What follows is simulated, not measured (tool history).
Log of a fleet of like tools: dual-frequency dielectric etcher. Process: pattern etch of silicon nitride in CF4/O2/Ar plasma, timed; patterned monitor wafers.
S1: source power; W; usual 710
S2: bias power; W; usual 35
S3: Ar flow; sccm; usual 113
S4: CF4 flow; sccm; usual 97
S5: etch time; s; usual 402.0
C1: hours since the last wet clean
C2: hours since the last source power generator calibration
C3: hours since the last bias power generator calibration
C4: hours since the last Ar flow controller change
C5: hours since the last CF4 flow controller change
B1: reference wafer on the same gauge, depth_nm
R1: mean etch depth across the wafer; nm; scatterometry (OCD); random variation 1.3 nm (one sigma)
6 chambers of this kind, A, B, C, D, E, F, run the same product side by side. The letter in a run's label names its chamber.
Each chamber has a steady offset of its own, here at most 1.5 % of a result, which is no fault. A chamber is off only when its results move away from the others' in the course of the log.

run 1C hour=6.7 | S1=710 S2=35 S3=113 S4=97 S5=402.0 | C1=69.5 C2=2168.1 C3=338.1 C4=4463.3 C5=3252.5 | B1=751.11 | R1=907.27
run 2A hour=11.4 | S1=710 S2=35 S3=113 S4=97 S5=402.0 | C1=38.0 C2=2689.3 C3=1794.5 C4=758.9 C5=4598.3 | B1=750.93 | R1=898.37
run 3F hour=16.9 | S1=710 S2=35 S3=113 S4=97 S5=402.0 | C1=194.9 C2=2019.6 C3=482.6 C4=1187.7 C5=363.4 | B1=750.72 | R1=889.30
run 4B hour=21.2 | S1=710 S2=35 S3=113 S4=97 S5=402.0 | C1=556.9 C2=1562.8 C3=307.3 C4=3039.7 C5=2501.4 | B1=750.59 | R1=893.13
run 5E hour=28.5 | S1=710 S2=35 S3=113 S4=97 S5=402.0 | C1=359.6 C2=1109.6 C3=423.2 C4=3895.4 C5=174.5 | B1=750.51 | R1=898.58
run 6D hour=35.5 | S1=710 S2=35 S3=113 S4=97 S5=402.0 | C1=277.1 C2=778.9 C3=884.5 C4=3434.5 C5=5505.2 | B1=750.55 | R1=899.75
run 7A hour=43.4 | S1=710 S2=35 S3=113 S4=97 S5=402.0 | C1=70.0 C2=2721.3 C3=1826.5 C4=790.9 C5=4630.3 | B1=750.27 | R1=898.38
run 8E hour=50.0 | S1=710 S2=35 S3=113 S4=97 S5=402.0 | C1=381.1 C2=1131.1 C3=444.7 C4=3916.9 C5=196.0 | B1=750.13 | R1=900.55
run 9F hour=56.5 | S1=710 S2=32 S3=113 S4=79 S5=402.0 | C1=234.5 C2=2059.2 C3=522.2 C4=1227.3 C5=403.0 | B1=750.01 | R1=836.02
-- hour=56.6 chamber C: source power generator calibrated
run 10C hour=65.0 | S1=710 S2=32 S3=113 S4=79 S5=402.0 | C1=127.8 C2=8.4 C3=396.4 C4=4521.6 C5=3310.8 | B1=749.85 | R1=848.74
run 11D hour=68.9 | S1=710 S2=32 S3=113 S4=79 S5=402.0 | C1=310.5 C2=812.3 C3=917.9 C4=3467.9 C5=5538.6 | B1=749.52 | R1=840.65
run 12B hour=75.2 | S1=710 S2=32 S3=113 S4=79 S5=402.0 | C1=610.9 C2=1616.8 C3=361.3 C4=3093.7 C5=2555.4 | B1=749.55 | R1=835.40
run 13D hour=83.4 | S1=710 S2=32 S3=113 S4=79 S5=402.0 | C1=325.0 C2=826.8 C3=932.4 C4=3482.4 C5=5553.1 | B1=749.70 | R1=841.11
run 14A hour=89.4 | S1=710 S2=32 S3=113 S4=79 S5=402.0 | C1=116.0 C2=2767.3 C3=1872.5 C4=836.9 C5=4676.3 | B1=749.54 | R1=841.48
run 15C hour=95.6 | S1=710 S2=35 S3=113 S4=97 S5=402.0 | C1=158.4 C2=39.0 C3=427.0 C4=4552.2 C5=3341.4 | B1=749.41 | R1=906.40
run 16F hour=100.7 | S1=710 S2=35 S3=113 S4=97 S5=402.0 | C1=278.7 C2=2103.4 C3=566.4 C4=1271.5 C5=447.2 | B1=749.15 | R1=888.22
run 17B hour=109.5 | S1=710 S2=35 S3=139 S4=97 S5=402.0 | C1=645.2 C2=1651.1 C3=395.6 C4=3128.0 C5=2589.7 | B1=749.38 | R1=863.54
run 18E hour=113.4 | S1=710 S2=35 S3=139 S4=97 S5=402.0 | C1=444.5 C2=1194.5 C3=508.1 C4=3980.3 C5=259.4 | B1=748.94 | R1=868.79
run 19C hour=119.5 | S1=710 S2=35 S3=139 S4=97 S5=402.0 | C1=182.3 C2=62.9 C3=450.9 C4=4576.1 C5=3365.3 | B1=748.94 | R1=877.79
run 20B hour=127.6 | S1=710 S2=35 S3=139 S4=97 S5=402.0 | C1=663.3 C2=1669.2 C3=413.7 C4=3146.1 C5=2607.8 | B1=748.75 | R1=860.81
run 21A hour=134.5 | S1=710 S2=35 S3=139 S4=97 S5=402.0 | C1=161.1 C2=2812.4 C3=1917.6 C4=882.0 C5=4721.4 | B1=748.75 | R1=864.31
run 22E hour=139.3 | S1=710 S2=35 S3=139 S4=97 S5=402.0 | C1=470.4 C2=1220.4 C3=534.0 C4=4006.2 C5=285.3 | B1=748.75 | R1=867.24
run 23D hour=146.0 | S1=710 S2=35 S3=113 S4=97 S5=402.0 | C1=387.6 C2=889.4 C3=995.0 C4=3545.0 C5=5615.7 | B1=748.69 | R1=896.36
run 24F hour=154.1 | S1=710 S2=35 S3=113 S4=97 S5=402.0 | C1=332.1 C2=2156.8 C3=619.8 C4=1324.9 C5=500.6 | B1=748.34 | R1=888.49
run 25F hour=163.0 | S1=710 S2=35 S3=113 S4=97 S5=402.0 | C1=341.0 C2=2165.7 C3=628.7 C4=1333.8 C5=509.5 | B1=748.27 | R1=885.09
run 26C hour=168.7 | S1=710 S2=35 S3=113 S4=97 S5=402.0 | C1=231.5 C2=112.1 C3=500.1 C4=4625.3 C5=3414.5 | B1=748.09 | R1=903.06
run 27A hour=175.0 | S1=710 S2=35 S3=113 S4=112 S5=402.0 | C1=201.6 C2=2852.9 C3=1958.1 C4=922.5 C5=4761.9 | B1=748.13 | R1=915.86
run 28E hour=180.4 | S1=710 S2=35 S3=113 S4=112 S5=402.0 | C1=511.5 C2=1261.5 C3=575.1 C4=4047.3 C5=326.4 | B1=747.95 | R1=917.73
-- hour=188.3 chamber B: wet clean of the chamber
run 29B hour=188.3 | S1=710 S2=35 S3=113 S4=112 S5=402.0 | C1=0.1 C2=1729.9 C3=474.4 C4=3206.8 C5=2668.5 | B1=747.68 | R1=906.51
-- hour=191.2 chamber F: source power generator calibrated
run 30D hour=192.2 | S1=710 S2=35 S3=113 S4=112 S5=402.0 | C1=433.8 C2=935.6 C3=1041.2 C4=3591.2 C5=5661.9 | B1=747.77 | R1=917.13
run 31B hour=198.7 | S1=710 S2=35 S3=113 S4=112 S5=402.0 | C1=10.5 C2=1740.3 C3=484.8 C4=3217.2 C5=2678.9 | B1=747.69 | R1=907.88
run 32C hour=206.2 | S1=710 S2=35 S3=113 S4=112 S5=402.0 | C1=269.0 C2=149.6 C3=537.6 C4=4662.8 C5=3452.0 | B1=747.54 | R1=921.19
run 33D hour=212.2 | S1=710 S2=35 S3=113 S4=97 S5=402.0 | C1=453.8 C2=955.6 C3=1061.2 C4=3611.2 C5=5681.9 | B1=747.27 | R1=894.82
run 34A hour=218.5 | S1=710 S2=35 S3=113 S4=97 S5=402.0 | C1=245.1 C2=2896.4 C3=2001.6 C4=966.0 C5=4805.4 | B1=747.46 | R1=894.62
run 35F hour=226.4 | S1=710 S2=35 S3=113 S4=97 S5=402.0 | C1=404.4 C2=35.2 C3=692.1 C4=1397.2 C5=572.9 | B1=747.09 | R1=885.55
run 36E hour=231.6 | S1=710 S2=35 S3=113 S4=97 S5=402.0 | C1=562.7 C2=1312.7 C3=626.3 C4=4098.5 C5=377.6 | B1=746.92 | R1=894.50
run 37E hour=238.7 | S1=710 S2=35 S3=113 S4=97 S5=402.0 | C1=569.8 C2=1319.8 C3=633.4 C4=4105.6 C5=384.7 | B1=747.02 | R1=894.78
run 38D hour=244.8 | S1=600 S2=35 S3=113 S4=97 S5=344.5 | C1=486.4 C2=988.2 C3=1093.8 C4=3643.8 C5=5714.5 | B1=746.59 | R1=661.46

What goes on in this fleet: one chamber off, a drifting gauge, or nothing beyond the chambers' own small offsets? Name the chamber and the cause, if any.

The gauge drifts, so all chambers seem to drift together. No chamber is off.
Cause: gauge reads low (%) = 0.577.
